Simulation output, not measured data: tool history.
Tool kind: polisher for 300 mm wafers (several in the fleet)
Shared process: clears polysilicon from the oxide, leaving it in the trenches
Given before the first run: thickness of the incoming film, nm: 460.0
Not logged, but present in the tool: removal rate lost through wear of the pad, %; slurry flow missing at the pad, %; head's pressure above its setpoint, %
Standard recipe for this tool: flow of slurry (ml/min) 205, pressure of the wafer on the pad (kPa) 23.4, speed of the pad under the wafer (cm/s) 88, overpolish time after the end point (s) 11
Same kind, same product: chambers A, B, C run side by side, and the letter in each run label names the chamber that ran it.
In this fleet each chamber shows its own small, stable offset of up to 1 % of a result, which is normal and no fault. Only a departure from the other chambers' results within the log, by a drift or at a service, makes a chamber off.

run,hour,flow of slurry (ml/min),pressure of the wafer on the pad (kPa),speed of the pad under the wafer (cm/s),overpolish time after the end point (s),wafers polished on this pad,hours since the slurry nozzle was cleaned,hours since the head pressure was calibrated,time until the end point was called (s),dishing of a wide line in a test structure (nm)
1C,13.9,205,23.4,88,11,493,563.4,384.0,28.618,59.591
# hour 21.2: chamber C: worn pad replaced by a new one
# hour 25.5: chamber B: slurry nozzle cleaned
2A,25.6,205,23.4,88,11,471,407.2,335.5,28.960,59.959
3B,35.8,205,23.4,88,11,589,10.3,570.1,29.938,59.125
4B,45.4,205,23.4,88,11,715,19.9,579.7,29.343,60.244
5C,53.6,205,23.4,88,11,427,603.1,423.7,28.849,58.543
6A,60.8,205,23.4,88,11,935,442.4,370.7,29.166,59.302
# hour 62.8: chamber C: slurry nozzle cleaned
# hour 63.0: chamber C: worn pad replaced by a new one
7C,74.0,205,23.4,88,11,145,11.3,444.1,29.756,58.517
8B,81.1,205,23.4,88,11,1185,55.6,615.4,29.573,58.937
# hour 83.8: chamber B: worn pad replaced by a new one
# hour 90.7: chamber A: worn pad replaced by a new one
9A,94.7,170,23.4,88,6,53,476.3,404.6,29.702,49.402
# hour 96.9: chamber A: slurry nozzle cleaned
10B,104.4,170,23.4,88,6,271,78.9,638.7,30.251,48.779
# hour 107.7: chamber C: worn pad replaced by a new one
# hour 108.6: chamber A: head pressure recalibrated
11A,113.2,170,23.4,88,6,297,16.4,4.7,30.259,48.995
12C,120.9,205,23.4,88,11,174,58.2,491.0,29.343,59.154
# hour 122.3: chamber B: head pressure recalibrated
13C,136.9,205,23.4,88,11,384,74.2,507.0,29.153,58.677
# hour 146.5: chamber C: worn pad replaced by a new one
14A,150.9,165,23.4,88,14,794,54.1,42.4,30.129,62.721
# hour 166.8: chamber B: worn pad replaced by a new one
15B,166.8,165,23.4,88,14,0,141.3,44.5,30.014,61.825
16A,179.6,165,23.4,88,14,1171,82.8,71.1,29.969,62.857
# hour 192.5: chamber C: worn pad replaced by a new one
17B,192.6,205,23.4,88,11,340,167.1,70.3,29.781,60.020
# hour 195.8: chamber A: worn pad replaced by a new one
18C,202.5,205,23.4,88,11,131,139.8,572.6,29.748,58.435
19A,215.1,205,23.4,88,11,255,118.3,106.6,29.395,60.618
20B,225.7,205,23.4,88,11,776,200.2,103.4,29.484,60.350

Has any chamber moved away from the others, gradually or after a service, or does the common gauge drift, or do the chambers differ only by their own small steady offsets? State the chamber and the most likely cause if one applies.

The fleet is healthy, with each chamber sitting at its usual small offset and no drift in the gauge.
